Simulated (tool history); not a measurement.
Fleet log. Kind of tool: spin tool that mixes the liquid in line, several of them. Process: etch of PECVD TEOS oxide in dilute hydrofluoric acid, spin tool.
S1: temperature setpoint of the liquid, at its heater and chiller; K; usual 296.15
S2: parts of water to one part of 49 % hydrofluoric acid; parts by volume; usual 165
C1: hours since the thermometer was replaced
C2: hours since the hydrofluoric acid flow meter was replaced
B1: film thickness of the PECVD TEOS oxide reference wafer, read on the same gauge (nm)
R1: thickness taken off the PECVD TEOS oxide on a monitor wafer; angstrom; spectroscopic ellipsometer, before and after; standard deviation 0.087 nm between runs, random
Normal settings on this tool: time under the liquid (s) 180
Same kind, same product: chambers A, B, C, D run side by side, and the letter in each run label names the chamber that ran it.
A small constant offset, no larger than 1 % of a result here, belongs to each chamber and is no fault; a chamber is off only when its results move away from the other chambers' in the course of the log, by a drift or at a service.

{"run": "1D", "hour": 11.0, "S1": 296.15, "S2": 165, "time under the liquid (s)": 180, "C1": 1844.8, "C2": 371.1, "B1": 60.034, "R1": 185.17}
{"run": "2B", "hour": 23.3, "S1": 296.15, "S2": 165, "time under the liquid (s)": 180, "C1": 411.7, "C2": 545.4, "B1": 59.976, "R1": 185.89}
{"run": "3C", "hour": 30.4, "S1": 296.15, "S2": 165, "time under the liquid (s)": 180, "C1": 755.6, "C2": 695.5, "B1": 59.997, "R1": 189.27}
{"run": "4A", "hour": 38.0, "S1": 296.15, "S2": 165, "time under the liquid (s)": 180, "C1": 1692.7, "C2": 623.4, "B1": 60.029, "R1": 188.84}
{"run": "5D", "hour": 47.1, "S1": 296.15, "S2": 165, "time under the liquid (s)": 180, "C1": 1880.9, "C2": 407.2, "B1": 59.996, "R1": 187.79}
{"run": "6B", "hour": 57.9, "S1": 296.15, "S2": 165, "time under the liquid (s)": 180, "C1": 446.3, "C2": 580.0, "B1": 60.033, "R1": 187.7}
{"run": "7C", "hour": 70.3, "S1": 296.15, "S2": 165, "time under the liquid (s)": 180, "C1": 795.5, "C2": 735.4, "B1": 59.983, "R1": 189.02}
{"run": "8A", "hour": 79.9, "S1": 296.15, "S2": 95, "time under the liquid (s)": 180, "C1": 1734.6, "C2": 665.3, "B1": 59.992, "R1": 360.65}
{"run": "9C", "hour": 85.4, "S1": 296.15, "S2": 95, "time under the liquid (s)": 180, "C1": 810.6, "C2": 750.5, "B1": 59.985, "R1": 357.31}
{"run": "10D", "hour": 91.9, "S1": 296.15, "S2": 95, "time under the liquid (s)": 180, "C1": 1925.7, "C2": 452.0, "B1": 60.01, "R1": 358.77}
{"run": "11B", "hour": 98.2, "S1": 296.15, "S2": 95, "time under the liquid (s)": 180, "C1": 486.6, "C2": 620.3, "B1": 59.995, "R1": 345.74}
{"run": "12A", "hour": 107.6, "S1": 296.15, "S2": 165, "time under the liquid (s)": 180, "C1": 1762.3, "C2": 693.0, "B1": 60.001, "R1": 189.94}
{"run": "13B", "hour": 120.0, "S1": 296.15, "S2": 165, "time under the liquid (s)": 180, "C1": 508.4, "C2": 642.1, "B1": 60.011, "R1": 187.7}
{"run": "14D", "hour": 131.0, "S1": 296.15, "S2": 165, "time under the liquid (s)": 180, "C1": 1964.8, "C2": 491.1, "B1": 59.963, "R1": 191.09}
{"run": "15C", "hour": 140.5, "S1": 296.15, "S2": 165, "time under the liquid (s)": 180, "C1": 865.7, "C2": 805.6, "B1": 59.989, "R1": 189.09}
{"run": "16A", "hour": 152.2, "S1": 298.15, "S2": 165, "time under the liquid (s)": 180, "C1": 1806.9, "C2": 737.6, "B1": 60.032, "R1": 205.55}
{"run": "17B", "hour": 158.9, "S1": 298.15, "S2": 165, "time under the liquid (s)": 180, "C1": 547.3, "C2": 681.0, "B1": 60.016, "R1": 204.01}
{"hour": 163.6, "done": "chamber C: hydrofluoric acid flow meter replaced"}
{"run": "18A", "hour": 164.8, "S1": 298.15, "S2": 165, "time under the liquid (s)": 180, "C1": 1819.5, "C2": 750.2, "B1": 59.966, "R1": 206.01}
{"hour": 167.9, "done": "chamber D: hydrofluoric acid flow meter replaced"}
{"run": "19C", "hour": 172.6, "S1": 298.15, "S2": 165, "time under the liquid (s)": 180, "C1": 897.8, "C2": 9.1, "B1": 60.046, "R1": 206.33}
{"hour": 175.2, "done": "chamber A: thermometer replaced"}
{"run": "20D", "hour": 179.6, "S1": 300.15, "S2": 165, "time under the liquid (s)": 220, "C1": 2013.4, "C2": 11.8, "B1": 59.948, "R1": 273.06}
{"run": "21D", "hour": 189.4, "S1": 300.15, "S2": 165, "time under the liquid (s)": 220, "C1": 2023.2, "C2": 21.6, "B1": 59.985, "R1": 272.06}
{"run": "22B", "hour": 195.4, "S1": 300.15, "S2": 165, "time under the liquid (s)": 220, "C1": 583.8, "C2": 717.5, "B1": 59.989, "R1": 265.79}
{"run": "23C", "hour": 207.6, "S1": 300.15, "S2": 165, "time under the liquid (s)": 220, "C1": 932.8, "C2": 44.1, "B1": 59.987, "R1": 267.31}
{"run": "24A", "hour": 220.0, "S1": 292.65, "S2": 165, "time under the liquid (s)": 180, "C1": 44.9, "C2": 805.4, "B1": 60.001, "R1": 164.88}

Predict what each chamber gives when all 4 of them run the settings below next.
{"run": "25A", "hour": 229.1, "S1": 296.15, "S2": 165, "time under the liquid (s)": 180, "R1": "?"}
{"run": "25B", "hour": 229.1, "S1": 296.15, "S2": 165, "time under the liquid (s)": 180, "R1": "?"}
{"run": "25C", "hour": 229.1, "S1": 296.15, "S2": 165, "time under the liquid (s)": 180, "R1": "?"}
{"run": "25D", "hour": 229.1, "S1": 296.15, "S2": 165, "time under the liquid (s)": 180, "R1": "?"}

run=25A R1=188.00
run=25B R1=187.07
run=25C R1=188.00
run=25D R1=194.88
